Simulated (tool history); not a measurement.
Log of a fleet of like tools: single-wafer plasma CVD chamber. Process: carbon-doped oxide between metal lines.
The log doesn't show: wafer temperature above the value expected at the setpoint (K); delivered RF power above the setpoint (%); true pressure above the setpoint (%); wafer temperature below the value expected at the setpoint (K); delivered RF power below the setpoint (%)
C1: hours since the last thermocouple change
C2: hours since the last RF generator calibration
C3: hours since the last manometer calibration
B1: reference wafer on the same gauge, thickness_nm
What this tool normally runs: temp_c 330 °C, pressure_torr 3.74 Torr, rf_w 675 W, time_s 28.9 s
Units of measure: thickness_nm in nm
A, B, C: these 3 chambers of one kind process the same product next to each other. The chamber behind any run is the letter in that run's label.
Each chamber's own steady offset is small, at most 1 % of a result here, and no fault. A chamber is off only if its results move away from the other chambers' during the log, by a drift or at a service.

{"run": "1A", "hour": 8.8, "temp_c": 330, "pressure_torr": 3.74, "rf_w": 675, "time_s": 28.9, "C1": 945.9, "C2": 1968.1, "C3": 278.8, "B1": 195.96, "thickness_nm": 181.29}
{"run": "2B", "hour": 17.7, "temp_c": 330, "pressure_torr": 3.74, "rf_w": 675, "time_s": 28.9, "C1": 467.7, "C2": 461.1, "C3": 2720.8, "B1": 195.94, "thickness_nm": 183.93}
{"run": "3C", "hour": 21.7, "temp_c": 330, "pressure_torr": 3.74, "rf_w": 675, "time_s": 28.9, "C1": 563.7, "C2": 977.6, "C3": 1175, "B1": 195.93, "thickness_nm": 181.42}
{"run": "4B", "hour": 27.1, "temp_c": 330, "pressure_torr": 3.74, "rf_w": 675, "time_s": 28.9, "C1": 477.1, "C2": 470.5, "C3": 2730.2, "B1": 195.88, "thickness_nm": 183.64}
{"run": "5C", "hour": 30.9, "temp_c": 330, "pressure_torr": 3.74, "rf_w": 675, "time_s": 28.9, "C1": 572.9, "C2": 986.8, "C3": 1184.2, "B1": 195.82, "thickness_nm": 182.15}
{"run": "6A", "hour": 35.0, "temp_c": 330, "pressure_torr": 3.74, "rf_w": 675, "time_s": 28.9, "C1": 972.1, "C2": 1994.3, "C3": 305, "B1": 195.85, "thickness_nm": 181.05}
{"run": "7B", "hour": 39.4, "temp_c": 330, "pressure_torr": 3.74, "rf_w": 675, "time_s": 28.9, "C1": 489.4, "C2": 482.8, "C3": 2742.5, "B1": 195.87, "thickness_nm": 183.75}
{"hour": 45.2, "done": "chamber B: capacitance manometer re-zeroed and calibrated"}
{"run": "8C", "hour": 47.5, "temp_c": 330, "pressure_torr": 3.74, "rf_w": 675, "time_s": 28.9, "C1": 589.5, "C2": 1003.4, "C3": 1200.8, "B1": 195.8, "thickness_nm": 181.76}
{"run": "9A", "hour": 53.8, "temp_c": 330, "pressure_torr": 3.74, "rf_w": 675, "time_s": 28.9, "C1": 990.9, "C2": 2013.1, "C3": 323.8, "B1": 195.75, "thickness_nm": 181.83}
{"run": "10A", "hour": 59.7, "temp_c": 330, "pressure_torr": 3.74, "rf_w": 675, "time_s": 28.9, "C1": 996.8, "C2": 2019, "C3": 329.7, "B1": 195.77, "thickness_nm": 181.5}
{"run": "11C", "hour": 63.5, "temp_c": 330, "pressure_torr": 3.74, "rf_w": 675, "time_s": 28.9, "C1": 605.5, "C2": 1019.4, "C3": 1216.8, "B1": 195.72, "thickness_nm": 181.66}
{"run": "12B", "hour": 71.4, "temp_c": 330, "pressure_torr": 3.74, "rf_w": 675, "time_s": 28.9, "C1": 521.4, "C2": 514.8, "C3": 26.3, "B1": 195.71, "thickness_nm": 183.43}
{"run": "13C", "hour": 76.3, "temp_c": 330, "pressure_torr": 3.74, "rf_w": 675, "time_s": 28.9, "C1": 618.3, "C2": 1032.2, "C3": 1229.6, "B1": 195.71, "thickness_nm": 181.5}
{"run": "14A", "hour": 82.8, "temp_c": 330, "pressure_torr": 3.74, "rf_w": 675, "time_s": 28.9, "C1": 1019.9, "C2": 2042.1, "C3": 352.8, "B1": 195.61, "thickness_nm": 181.27}
{"run": "15B", "hour": 91.3, "temp_c": 330, "pressure_torr": 3.74, "rf_w": 675, "time_s": 28.9, "C1": 541.3, "C2": 534.7, "C3": 46.2, "B1": 195.67, "thickness_nm": 183.53}
{"run": "16C", "hour": 95.7, "temp_c": 330, "pressure_torr": 3.74, "rf_w": 675, "time_s": 28.9, "C1": 637.7, "C2": 1051.6, "C3": 1249, "B1": 195.59, "thickness_nm": 181.24}
{"run": "17A", "hour": 104.3, "temp_c": 330, "pressure_torr": 3.74, "rf_w": 675, "time_s": 28.9, "C1": 1041.4, "C2": 2063.6, "C3": 374.3, "B1": 195.53, "thickness_nm": 181.32}
{"run": "18B", "hour": 109.0, "temp_c": 330, "pressure_torr": 3.74, "rf_w": 675, "time_s": 28.9, "C1": 559, "C2": 552.4, "C3": 63.9, "B1": 195.59, "thickness_nm": 183.28}
{"run": "19A", "hour": 115.9, "temp_c": 330, "pressure_torr": 3.74, "rf_w": 675, "time_s": 28.9, "C1": 1053, "C2": 2075.2, "C3": 385.9, "B1": 195.51, "thickness_nm": 180.75}
{"run": "20C", "hour": 122.4, "temp_c": 330, "pressure_torr": 3.74, "rf_w": 675, "time_s": 28.9, "C1": 664.4, "C2": 1078.3, "C3": 1275.7, "B1": 195.44, "thickness_nm": 181.08}
{"run": "21B", "hour": 126.4, "temp_c": 330, "pressure_torr": 3.2, "rf_w": 675, "time_s": 28.9, "C1": 576.4, "C2": 569.8, "C3": 81.3, "B1": 195.49, "thickness_nm": 180.2}
{"run": "22C", "hour": 131.7, "temp_c": 330, "pressure_torr": 3.2, "rf_w": 675, "time_s": 28.9, "C1": 673.7, "C2": 1087.6, "C3": 1285, "B1": 195.44, "thickness_nm": 178.25}
{"run": "23B", "hour": 138.6, "temp_c": 330, "pressure_torr": 3.2, "rf_w": 675, "time_s": 28.9, "C1": 588.6, "C2": 582, "C3": 93.5, "B1": 195.46, "thickness_nm": 180.29}
{"run": "24A", "hour": 143.5, "temp_c": 330, "pressure_torr": 3.74, "rf_w": 675, "time_s": 28.9, "C1": 1080.6, "C2": 2102.8, "C3": 413.5, "B1": 195.45, "thickness_nm": 181.33}
{"run": "25A", "hour": 147.6, "temp_c": 330, "pressure_torr": 3.74, "rf_w": 675, "time_s": 28.9, "C1": 1084.7, "C2": 2106.9, "C3": 417.6, "B1": 195.49, "thickness_nm": 181.12}
{"run": "26C", "hour": 154.4, "temp_c": 330, "pressure_torr": 3.74, "rf_w": 675, "time_s": 28.9, "C1": 696.4, "C2": 1110.3, "C3": 1307.7, "B1": 195.39, "thickness_nm": 181.61}
{"run": "27B", "hour": 161.1, "temp_c": 330, "pressure_torr": 4.36, "rf_w": 675, "time_s": 28.9, "C1": 611.1, "C2": 604.5, "C3": 116, "B1": 195.4, "thickness_nm": 186.88}
{"run": "28C", "hour": 165.6, "temp_c": 330, "pressure_torr": 4.36, "rf_w": 675, "time_s": 28.9, "C1": 707.6, "C2": 1121.5, "C3": 1318.9, "B1": 195.33, "thickness_nm": 184.77}
{"run": "29B", "hour": 172.5, "temp_c": 330, "pressure_torr": 4.36, "rf_w": 675, "time_s": 28.9, "C1": 622.5, "C2": 615.9, "C3": 127.4, "B1": 195.27, "thickness_nm": 186.79}
{"run": "30A", "hour": 177.1, "temp_c": 330, "pressure_torr": 3.74, "rf_w": 675, "time_s": 28.9, "C1": 1114.2, "C2": 2136.4, "C3": 447.1, "B1": 195.35, "thickness_nm": 181.25}
{"run": "31A", "hour": 184.5, "temp_c": 330, "pressure_torr": 3.74, "rf_w": 675, "time_s": 28.9, "C1": 1121.6, "C2": 2143.8, "C3": 454.5, "B1": 195.23, "thickness_nm": 180.72}
{"hour": 187.9, "done": "chamber C: RF generator calibrated"}
{"run": "32C", "hour": 188.6, "temp_c": 330, "pressure_torr": 3.74, "rf_w": 675, "time_s": 28.9, "C1": 730.6, "C2": 0.8, "C3": 1341.9, "B1": 195.2, "thickness_nm": 181.23}
{"run": "33B", "hour": 192.9, "temp_c": 330, "pressure_torr": 3.74, "rf_w": 675, "time_s": 28.9, "C1": 642.9, "C2": 636.3, "C3": 147.8, "B1": 195.25, "thickness_nm": 183.09}
{"run": "34A", "hour": 201.6, "temp_c": 330, "pressure_torr": 3.74, "rf_w": 675, "time_s": 28.9, "C1": 1138.7, "C2": 2160.9, "C3": 471.6, "B1": 195.16, "thickness_nm": 181.06}
{"run": "35B", "hour": 205.7, "temp_c": 330, "pressure_torr": 4.56, "rf_w": 675, "time_s": 28.9, "C1": 655.7, "C2": 649.1, "C3": 160.6, "B1": 195.18, "thickness_nm": 188.1}
{"run": "36C", "hour": 212.0, "temp_c": 330, "pressure_torr": 4.56, "rf_w": 675, "time_s": 28.9, "C1": 754, "C2": 24.2, "C3": 1365.3, "B1": 195.25, "thickness_nm": 186.12}
{"run": "37C", "hour": 216.6, "temp_c": 330, "pressure_torr": 4.56, "rf_w": 675, "time_s": 28.9, "C1": 758.6, "C2": 28.8, "C3": 1369.9, "B1": 195.19, "thickness_nm": 185.6}
{"run": "38B", "hour": 222.8, "temp_c": 330, "pressure_torr": 3.74, "rf_w": 675, "time_s": 28.9, "C1": 672.8, "C2": 666.2, "C3": 177.7, "B1": 195.12, "thickness_nm": 182.92}
{"run": "39A", "hour": 226.9, "temp_c": 330, "pressure_torr": 3.74, "rf_w": 675, "time_s": 28.9, "C1": 1164, "C2": 2186.2, "C3": 496.9, "B1": 195.15, "thickness_nm": 180.64}
{"run": "40A", "hour": 233.2, "temp_c": 330, "pressure_torr": 3.74, "rf_w": 675, "time_s": 28.9, "C1": 1170.3, "C2": 2192.5, "C3": 503.2, "B1": 195.15, "thickness_nm": 180.79}
{"run": "41C", "hour": 238.3, "temp_c": 330, "pressure_torr": 4.2, "rf_w": 675, "time_s": 28.9, "C1": 780.3, "C2": 50.5, "C3": 1391.6, "B1": 195.06, "thickness_nm": 183.52}
{"run": "42B", "hour": 246.1, "temp_c": 330, "pressure_torr": 4.2, "rf_w": 675, "time_s": 28.9, "C1": 696.1, "C2": 689.5, "C3": 201, "B1": 195.06, "thickness_nm": 185.25}
{"run": "43B", "hour": 252.1, "temp_c": 330, "pressure_torr": 4.2, "rf_w": 675, "time_s": 28.9, "C1": 702.1, "C2": 695.5, "C3": 207, "B1": 195.05, "thickness_nm": 185.59}

One chamber off, gauge drift, or nothing amiss beyond the chambers' own small offsets? If it is a chamber, which one, and what is the likeliest cause?

It is the gauge, not a chamber: its drift shows up in every chamber's results at once, and no chamber is off.
Likeliest cause: gauge reads low (%) = 0.516.
